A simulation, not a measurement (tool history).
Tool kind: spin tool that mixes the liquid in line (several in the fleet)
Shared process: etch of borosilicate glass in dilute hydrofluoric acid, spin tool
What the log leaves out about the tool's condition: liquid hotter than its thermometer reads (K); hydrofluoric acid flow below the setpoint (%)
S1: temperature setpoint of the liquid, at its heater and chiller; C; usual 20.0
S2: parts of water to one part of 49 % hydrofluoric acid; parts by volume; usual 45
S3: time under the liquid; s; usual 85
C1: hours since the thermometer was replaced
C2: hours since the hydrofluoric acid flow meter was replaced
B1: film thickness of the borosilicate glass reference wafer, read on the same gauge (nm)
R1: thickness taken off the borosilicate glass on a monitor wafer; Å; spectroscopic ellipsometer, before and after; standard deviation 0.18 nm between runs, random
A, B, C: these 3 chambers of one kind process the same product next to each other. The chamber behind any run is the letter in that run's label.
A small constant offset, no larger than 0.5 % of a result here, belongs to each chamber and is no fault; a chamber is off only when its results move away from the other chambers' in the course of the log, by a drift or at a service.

run,hour,S1,S2,S3,C1,C2,B1,R1
1C,6.4,20.0,45,85,1163.6,511.2,60.041,333.24
2A,12.9,20.0,45,85,1167.3,1721.6,60.006,336.61
3B,26.6,20.0,45,85,2120.2,1520.4,59.984,333.78
4C,34.6,20.0,45,85,1191.8,539.4,59.962,334.03
5B,44.9,20.0,45,85,2138.5,1538.7,60.007,332.32
6A,58.4,20.0,45,85,1212.8,1767.1,60.062,332.08
7B,71.9,23.5,45,70,2165.5,1565.7,59.957,317.10
8C,78.9,23.5,45,70,1236.1,583.7,60.008,317.11
9A,87.3,23.5,45,70,1241.7,1796.0,60.039,318.40
10B,95.5,17.5,45,130,2189.1,1589.3,60.015,460.57
11C,109.2,17.5,45,130,1266.4,614.0,60.031,455.49
12A,121.2,17.5,45,130,1275.6,1829.9,59.986,461.59
13C,129.4,20.0,45,85,1286.6,634.2,60.004,335.64
14A,143.5,20.0,45,85,1297.9,1852.2,59.994,330.95
15B,155.0,20.0,55,70,2248.6,1648.8,59.974,218.38
# hour 156.3: chamber B: thermometer replaced
16C,167.2,20.0,55,70,1324.4,672.0,60.019,223.52
17B,176.9,20.0,55,70,20.6,1670.7,59.960,215.92
18A,183.6,24.5,45,45,1338.0,1892.3,60.003,213.16
19C,192.1,24.5,45,45,1349.3,696.9,60.007,212.70
20B,206.3,24.5,45,45,50.0,1700.1,59.989,205.06
21A,215.8,20.0,45,85,1370.2,1924.5,59.977,334.55
22C,227.2,20.0,45,85,1384.4,732.0,60.002,333.85

One chamber off, gauge drift, or nothing amiss beyond the chambers' own small offsets? If it is a chamber, which one, and what is the likeliest cause?

It is chamber B that slowly wanders off from its peers.
Most likely cause: hydrofluoric acid flow below the setpoint (%) = 4.14.

Which of the 4 candidates below, each the usual settings with something changed and its results left as question marks, puts chamber B back in line with what the other chambers give on the usual settings?
Allowed miss from the other chambers' usual-settings mean, per result, to count as in line: R1 6.20 Å
23B-1,237.6,21.0,45,85,,,,?
23B-2,237.6,22.0,45,85,,,,?
23B-3,237.6,19.0,45,85,,,,?
23B-4,237.6,18.0,45,85,,,,?

On the usual settings, the other chambers give on average: R1 333.82 Å
run,R1
23B-1,332.90
23B-2,347.06
23B-3,306.13
23B-4,293.35
23B-1 brings the chamber back in line.
